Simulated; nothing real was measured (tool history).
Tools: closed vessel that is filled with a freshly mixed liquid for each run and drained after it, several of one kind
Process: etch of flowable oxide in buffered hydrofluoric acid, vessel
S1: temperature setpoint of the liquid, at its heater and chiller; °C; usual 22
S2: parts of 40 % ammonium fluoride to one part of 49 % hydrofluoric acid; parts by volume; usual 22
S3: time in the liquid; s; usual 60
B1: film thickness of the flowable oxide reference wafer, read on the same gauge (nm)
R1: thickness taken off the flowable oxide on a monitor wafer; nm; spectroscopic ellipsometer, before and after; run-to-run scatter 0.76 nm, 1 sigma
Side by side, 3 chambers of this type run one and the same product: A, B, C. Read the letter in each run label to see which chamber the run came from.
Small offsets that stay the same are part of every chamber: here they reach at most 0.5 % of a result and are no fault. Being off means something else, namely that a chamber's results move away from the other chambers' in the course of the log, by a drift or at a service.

| run | day | S1 | S2 | S3 | B1 | R1 |
|---|---|---|---|---|---|---|
| 1C | 0.083 | 22 | 22 | 60 | 60.027 | 132.58 |
| 2B | 0.221 | 22 | 22 | 60 | 60.021 | 133.54 |
| 3A | 0.4 | 22 | 22 | 60 | 60.019 | 134.12 |
| 4C | 0.529 | 22 | 22 | 60 | 59.982 | 133.85 |
| 5A | 0.667 | 22 | 22 | 45 | 60.007 | 101.01 |
| 6B | 0.775 | 22 | 22 | 45 | 59.996 | 100.52 |
| 7B | 0.933 | 22 | 22 | 45 | 59.989 | 99.006 |
| 8C | 1.017 | 22 | 14.5 | 30 | 60.006 | 97.351 |
| 9A | 1.171 | 22 | 14.5 | 30 | 60.005 | 97.829 |
| 10A | 1.333 | 22 | 14.5 | 30 | 59.994 | 97.238 |
| 11C | 1.467 | 22 | 22 | 60 | 60.009 | 134.1 |
| 12B | 1.638 | 22 | 22 | 60 | 59.987 | 134.58 |
| 13A | 1.767 | 23.5 | 22 | 60 | 60 | 145.04 |
| 14C | 1.871 | 23.5 | 22 | 60 | 59.986 | 145.82 |
| 15B | 2.017 | 23.5 | 22 | 60 | 59.987 | 145.87 |
| 16B | 2.129 | 22 | 22 | 60 | 60.029 | 134.11 |
| 17C | 2.271 | 22 | 22 | 60 | 59.997 | 133.31 |
| 18A | 2.412 | 22 | 22 | 60 | 59.998 | 133.65 |
| 19A | 2.55 | 22 | 22 | 60 | 60.026 | 132.05 |
| 20C | 2.708 | 22 | 22 | 60 | 60.002 | 132.9 |
| 21B | 2.9 | 22 | 22 | 60 | 60.002 | 134.07 |
| 22B | 3.075 | 22 | 22 | 60 | 60 | 133.68 |
| 23C | 3.225 | 22 | 22 | 60 | 60.004 | 133.43 |
| 24A | 3.358 | 22 | 22 | 60 | 59.988 | 130.78 |
| 25C | 3.492 | 22 | 22 | 60 | 60.028 | 134.67 |
| 26A | 3.604 | 22 | 22 | 60 | 59.993 | 133.13 |
| 27B | 3.788 | 22 | 22 | 60 | 59.984 | 133.22 |
| 28A | 3.929 | 22 | 22 | 60 | 60.015 | 130.86 |
| 29C | 4.125 | 22 | 22 | 60 | 59.983 | 132.46 |
| 30B | 4.275 | 25.5 | 15 | 60 | 59.984 | 227.97 |
| 31C | 4.471 | 25.5 | 15 | 60 | 60.02 | 227.72 |
| 32B | 4.625 | 25.5 | 15 | 60 | 60.005 | 229.28 |
| 33A | 4.812 | 22 | 22 | 60 | 60.015 | 128.28 |
| 34B | 4.917 | 24 | 22 | 60 | 59.993 | 149.62 |
| 35A | 5.033 | 24 | 22 | 60 | 59.986 | 144.22 |
| 36C | 5.142 | 24 | 22 | 60 | 59.996 | 149.27 |

Decide between three cases: one chamber stands off from its peers, the gauge reading all wafers drifts, or nothing is wrong past each chamber's small offset. Where a chamber is off, say which and what most likely put it there.

Little by little, chamber A moves away from the other chambers.
Cause: hydrofluoric acid flow below the setpoint (%) = 5.39.
From this log alone, it may not be told apart from: liquid colder than its thermometer reads (K).

Here are 4 candidates for chamber A's next run, each the usual settings with a change, their results left as question marks. Which one brings its results back in line with what the others give on the usual settings?
In line means no further than this from the other chambers' mean on the usual settings: R1 2.6 nm
| 37A-1 | 5.283 | 22.5 | 20.5 | 60 |  | ? |
| 37A-2 | 5.283 | 22 | 23 | 60 |  | ? |
| 37A-3 | 5.283 | 22.5 | 22 | 60 |  | ? |
| 37A-4 | 5.283 | 21.5 | 23.5 | 60 |  | ? |

Usual-settings mean across the other chambers: R1 133.63 nm
| run | R1 |
|---|---|
| 37A-1 | 139.02 |
| 37A-2 | 124.99 |
| 37A-3 | 132.52 |
| 37A-4 | 119.8 |
The answer is 37A-3, which returns the chamber to within the allowed miss of the others.
